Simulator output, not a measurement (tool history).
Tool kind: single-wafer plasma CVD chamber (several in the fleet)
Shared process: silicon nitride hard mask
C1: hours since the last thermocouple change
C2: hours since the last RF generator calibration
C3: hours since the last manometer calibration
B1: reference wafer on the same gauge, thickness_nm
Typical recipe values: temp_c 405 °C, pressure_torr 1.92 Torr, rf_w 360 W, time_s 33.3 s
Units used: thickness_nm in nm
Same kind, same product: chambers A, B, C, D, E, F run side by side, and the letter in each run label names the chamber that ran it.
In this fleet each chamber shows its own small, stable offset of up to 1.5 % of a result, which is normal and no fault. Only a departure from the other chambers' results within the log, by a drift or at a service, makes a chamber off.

{"run": "1D", "hour": 7.8, "temp_c": 405, "pressure_torr": 1.92, "rf_w": 360, "time_s": 33.3, "C1": 580.3, "C2": 1369.3, "C3": 91.6, "B1": 37.302, "thickness_nm": 45.766}
{"run": "2F", "hour": 16.3, "temp_c": 405, "pressure_torr": 1.92, "rf_w": 360, "time_s": 33.3, "C1": 193.4, "C2": 379.1, "C3": 1196.0, "B1": 37.293, "thickness_nm": 45.706}
{"run": "3A", "hour": 23.9, "temp_c": 405, "pressure_torr": 1.92, "rf_w": 360, "time_s": 33.3, "C1": 3289.6, "C2": 434.3, "C3": 1270.1, "B1": 37.343, "thickness_nm": 46.258}
{"run": "4C", "hour": 33.1, "temp_c": 405, "pressure_torr": 1.92, "rf_w": 360, "time_s": 33.3, "C1": 1781.6, "C2": 155.7, "C3": 213.5, "B1": 37.312, "thickness_nm": 45.117}
{"run": "5E", "hour": 39.9, "temp_c": 405, "pressure_torr": 1.92, "rf_w": 360, "time_s": 33.3, "C1": 116.8, "C2": 2319.6, "C3": 2140.6, "B1": 37.295, "thickness_nm": 45.534}
{"run": "6B", "hour": 45.0, "temp_c": 405, "pressure_torr": 1.92, "rf_w": 360, "time_s": 33.3, "C1": 233.2, "C2": 740.3, "C3": 174.8, "B1": 37.314, "thickness_nm": 45.138}
{"hour": 47.8, "done": "chamber E: RF generator calibrated"}
{"run": "7E", "hour": 50.5, "temp_c": 405, "pressure_torr": 1.92, "rf_w": 360, "time_s": 33.3, "C1": 127.4, "C2": 2.8, "C3": 2151.2, "B1": 37.298, "thickness_nm": 45.685}
{"run": "8A", "hour": 57.5, "temp_c": 405, "pressure_torr": 1.92, "rf_w": 360, "time_s": 33.3, "C1": 3323.2, "C2": 467.9, "C3": 1303.7, "B1": 37.314, "thickness_nm": 45.491}
{"run": "9D", "hour": 65.2, "temp_c": 405, "pressure_torr": 1.92, "rf_w": 360, "time_s": 33.3, "C1": 637.7, "C2": 1426.7, "C3": 149.0, "B1": 37.259, "thickness_nm": 45.366}
{"run": "10B", "hour": 73.0, "temp_c": 399, "pressure_torr": 1.92, "rf_w": 395, "time_s": 33.3, "C1": 261.2, "C2": 768.3, "C3": 202.8, "B1": 37.274, "thickness_nm": 47.986}
{"run": "11F", "hour": 82.0, "temp_c": 399, "pressure_torr": 1.92, "rf_w": 395, "time_s": 33.3, "C1": 259.1, "C2": 444.8, "C3": 1261.7, "B1": 37.345, "thickness_nm": 48.324}
{"hour": 88.2, "done": "chamber A: thermocouple changed; heater temperature recalibrated"}
{"run": "12C", "hour": 89.3, "temp_c": 399, "pressure_torr": 1.92, "rf_w": 395, "time_s": 33.3, "C1": 1837.8, "C2": 211.9, "C3": 269.7, "B1": 37.354, "thickness_nm": 47.424}
{"run": "13A", "hour": 95.2, "temp_c": 399, "pressure_torr": 1.92, "rf_w": 395, "time_s": 33.3, "C1": 7.1, "C2": 505.6, "C3": 1341.4, "B1": 37.294, "thickness_nm": 48.314}
{"run": "14C", "hour": 101.0, "temp_c": 399, "pressure_torr": 1.92, "rf_w": 395, "time_s": 33.3, "C1": 1849.5, "C2": 223.6, "C3": 281.4, "B1": 37.294, "thickness_nm": 47.613}
{"run": "15B", "hour": 107.2, "temp_c": 399, "pressure_torr": 1.92, "rf_w": 395, "time_s": 33.3, "C1": 295.4, "C2": 802.5, "C3": 237.0, "B1": 37.38, "thickness_nm": 47.468}
{"run": "16E", "hour": 114.4, "temp_c": 405, "pressure_torr": 1.92, "rf_w": 320, "time_s": 33.3, "C1": 191.3, "C2": 66.7, "C3": 2215.1, "B1": 37.333, "thickness_nm": 42.003}
{"run": "17F", "hour": 121.4, "temp_c": 405, "pressure_torr": 1.92, "rf_w": 320, "time_s": 33.3, "C1": 298.5, "C2": 484.2, "C3": 1301.1, "B1": 37.255, "thickness_nm": 42.414}
{"run": "18D", "hour": 128.6, "temp_c": 405, "pressure_torr": 1.92, "rf_w": 320, "time_s": 33.3, "C1": 701.1, "C2": 1490.1, "C3": 212.4, "B1": 37.322, "thickness_nm": 42.451}
{"run": "19F", "hour": 132.8, "temp_c": 405, "pressure_torr": 1.92, "rf_w": 320, "time_s": 33.3, "C1": 309.9, "C2": 495.6, "C3": 1312.5, "B1": 37.26, "thickness_nm": 42.249}
{"run": "20A", "hour": 138.4, "temp_c": 405, "pressure_torr": 1.92, "rf_w": 320, "time_s": 33.3, "C1": 50.3, "C2": 548.8, "C3": 1384.6, "B1": 37.258, "thickness_nm": 42.533}
{"run": "21B", "hour": 143.5, "temp_c": 405, "pressure_torr": 1.92, "rf_w": 320, "time_s": 33.3, "C1": 331.7, "C2": 838.8, "C3": 273.3, "B1": 37.292, "thickness_nm": 42.209}
{"run": "22C", "hour": 149.1, "temp_c": 405, "pressure_torr": 1.92, "rf_w": 360, "time_s": 33.3, "C1": 1897.6, "C2": 271.7, "C3": 329.5, "B1": 37.31, "thickness_nm": 44.597}
{"run": "23E", "hour": 154.5, "temp_c": 405, "pressure_torr": 1.92, "rf_w": 360, "time_s": 33.3, "C1": 231.4, "C2": 106.8, "C3": 2255.2, "B1": 37.287, "thickness_nm": 45.887}
{"run": "24D", "hour": 160.5, "temp_c": 405, "pressure_torr": 1.92, "rf_w": 360, "time_s": 33.3, "C1": 733.0, "C2": 1522.0, "C3": 244.3, "B1": 37.317, "thickness_nm": 45.902}
{"run": "25A", "hour": 167.4, "temp_c": 405, "pressure_torr": 1.92, "rf_w": 360, "time_s": 33.3, "C1": 79.3, "C2": 577.8, "C3": 1413.6, "B1": 37.296, "thickness_nm": 45.457}
{"run": "26E", "hour": 173.7, "temp_c": 405, "pressure_torr": 1.92, "rf_w": 360, "time_s": 33.3, "C1": 250.6, "C2": 126.0, "C3": 2274.4, "B1": 37.291, "thickness_nm": 45.463}
{"run": "27F", "hour": 179.8, "temp_c": 405, "pressure_torr": 1.92, "rf_w": 360, "time_s": 33.3, "C1": 356.9, "C2": 542.6, "C3": 1359.5, "B1": 37.313, "thickness_nm": 45.948}
{"run": "28C", "hour": 184.0, "temp_c": 405, "pressure_torr": 1.92, "rf_w": 360, "time_s": 33.3, "C1": 1932.5, "C2": 306.6, "C3": 364.4, "B1": 37.297, "thickness_nm": 45.039}
{"run": "29B", "hour": 192.2, "temp_c": 405, "pressure_torr": 1.92, "rf_w": 360, "time_s": 33.3, "C1": 380.4, "C2": 887.5, "C3": 322.0, "B1": 37.322, "thickness_nm": 45.037}
{"run": "30D", "hour": 198.0, "temp_c": 405, "pressure_torr": 1.92, "rf_w": 360, "time_s": 33.3, "C1": 770.5, "C2": 1559.5, "C3": 281.8, "B1": 37.324, "thickness_nm": 46.078}
{"run": "31F", "hour": 203.7, "temp_c": 405, "pressure_torr": 1.54, "rf_w": 360, "time_s": 33.3, "C1": 380.8, "C2": 566.5, "C3": 1383.4, "B1": 37.235, "thickness_nm": 42.686}
{"run": "32B", "hour": 212.6, "temp_c": 405, "pressure_torr": 1.54, "rf_w": 360, "time_s": 33.3, "C1": 400.8, "C2": 907.9, "C3": 342.4, "B1": 37.318, "thickness_nm": 42.541}
{"run": "33E", "hour": 218.9, "temp_c": 405, "pressure_torr": 1.54, "rf_w": 360, "time_s": 33.3, "C1": 295.8, "C2": 171.2, "C3": 2319.6, "B1": 37.259, "thickness_nm": 42.602}
{"run": "34A", "hour": 225.6, "temp_c": 405, "pressure_torr": 1.54, "rf_w": 360, "time_s": 33.3, "C1": 137.5, "C2": 636.0, "C3": 1471.8, "B1": 37.314, "thickness_nm": 42.986}
{"run": "35D", "hour": 233.7, "temp_c": 405, "pressure_torr": 1.54, "rf_w": 360, "time_s": 33.3, "C1": 806.2, "C2": 1595.2, "C3": 317.5, "B1": 37.344, "thickness_nm": 42.855}
{"run": "36C", "hour": 238.6, "temp_c": 405, "pressure_torr": 1.54, "rf_w": 360, "time_s": 33.3, "C1": 1987.1, "C2": 361.2, "C3": 419.0, "B1": 37.317, "thickness_nm": 42.361}
{"run": "37F", "hour": 245.7, "temp_c": 405, "pressure_torr": 1.92, "rf_w": 360, "time_s": 33.3, "C1": 422.8, "C2": 608.5, "C3": 1425.4, "B1": 37.309, "thickness_nm": 45.893}
{"run": "38B", "hour": 249.8, "temp_c": 405, "pressure_torr": 1.92, "rf_w": 360, "time_s": 33.3, "C1": 438.0, "C2": 945.1, "C3": 379.6, "B1": 37.332, "thickness_nm": 45.36}
{"run": "39C", "hour": 255.8, "temp_c": 405, "pressure_torr": 1.92, "rf_w": 360, "time_s": 33.3, "C1": 2004.3, "C2": 378.4, "C3": 436.2, "B1": 37.235, "thickness_nm": 44.774}
{"run": "40D", "hour": 261.1, "temp_c": 405, "pressure_torr": 1.92, "rf_w": 360, "time_s": 33.3, "C1": 833.6, "C2": 1622.6, "C3": 344.9, "B1": 37.306, "thickness_nm": 45.384}
{"run": "41A", "hour": 266.2, "temp_c": 405, "pressure_torr": 1.92, "rf_w": 360, "time_s": 33.3, "C1": 178.1, "C2": 676.6, "C3": 1512.4, "B1": 37.276, "thickness_nm": 45.883}
{"run": "42E", "hour": 271.7, "temp_c": 405, "pressure_torr": 1.92, "rf_w": 360, "time_s": 33.3, "C1": 348.6, "C2": 224.0, "C3": 2372.4, "B1": 37.295, "thickness_nm": 45.604}
{"run": "43B", "hour": 275.7, "temp_c": 405, "pressure_torr": 1.92, "rf_w": 360, "time_s": 33.3, "C1": 463.9, "C2": 971.0, "C3": 405.5, "B1": 37.301, "thickness_nm": 45.309}

Has any chamber moved away from the others, gradually or after a service, or does the common gauge drift, or do the chambers differ only by their own small steady offsets? State the chamber and the most likely cause if one applies.

Nothing is wrong: each chamber keeps only its own small, steady offset and the gauge holds still.
